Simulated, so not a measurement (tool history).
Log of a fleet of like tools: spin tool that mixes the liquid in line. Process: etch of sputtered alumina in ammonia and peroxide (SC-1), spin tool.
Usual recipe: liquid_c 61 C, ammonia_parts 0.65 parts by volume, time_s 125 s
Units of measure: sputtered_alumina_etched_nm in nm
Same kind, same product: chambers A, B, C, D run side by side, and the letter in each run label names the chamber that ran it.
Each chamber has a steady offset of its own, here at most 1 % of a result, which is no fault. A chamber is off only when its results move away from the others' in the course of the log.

run,hour,liquid_c,ammonia_parts,time_s,"read-back film thickness of the sputtered alumina reference wafer, read on the same gauge (nm)",sputtered_alumina_etched_nm
1A,9.3,61,0.65,125,120,13.931
2D,18.8,61,0.65,125,120.01,13.919
3B,26.1,61,0.65,125,120,14.01
4C,39.2,61,0.65,125,119.99,13.649
# hour 45.4: chamber A: new drum of ammonia solution connected
5D,47.3,61,0.65,125,120.01,13.692
6C,55.1,68.5,0.65,165,120,26.586
7A,67.8,68.5,0.65,165,120,26.59
8B,78.4,68.5,0.65,165,119.97,26.795
9C,87.7,68.5,0.65,165,119.99,26.717
10A,96.3,61,0.65,125,119.99,13.93
11B,105.1,61,0.65,125,119.97,13.976
12D,111.4,61,0.65,125,119.97,13.715
13A,120,61,0.65,125,120,13.853
14C,128.1,61,0.65,125,119.98,13.932
# hour 129.2: chamber C: new drum of ammonia solution connected
15B,139.9,61,0.65,125,119.99,14.018
# hour 143.2: chamber D: heated supply line repaired
16D,148.1,61,0.65,125,120.02,13.908
# hour 153.6: chamber D: new drum of ammonia solution connected
17D,154.5,61,0.65,125,120.02,13.798
18C,164.7,61,0.65,125,119.97,13.912
# hour 168.5: chamber B: thermometer replaced
19A,172.6,61,0.65,125,120,13.803
# hour 184: chamber D: ammonia flow meter replaced
20B,186,61,0.65,125,120.01,13.919
# hour 193.1: chamber A: thermometer replaced
21A,197.5,61,0.65,125,120.02,13.939
22D,209,61,0.65,125,120,13.828
23B,220.3,61,0.65,125,120,13.954
24C,229.4,61,0.65,125,119.98,13.823
25C,237.9,61,0.65,125,119.99,13.744
26D,249.2,61,0.75,180,119.99,20.159
27A,255,61,0.75,180,119.98,20.035

What goes on in this fleet: one chamber off, a drifting gauge, or nothing beyond the chambers' own small offsets? Name the chamber and the cause, if any.

No chamber is off and the gauge is stable; the differences are just each chamber's small, constant offset.
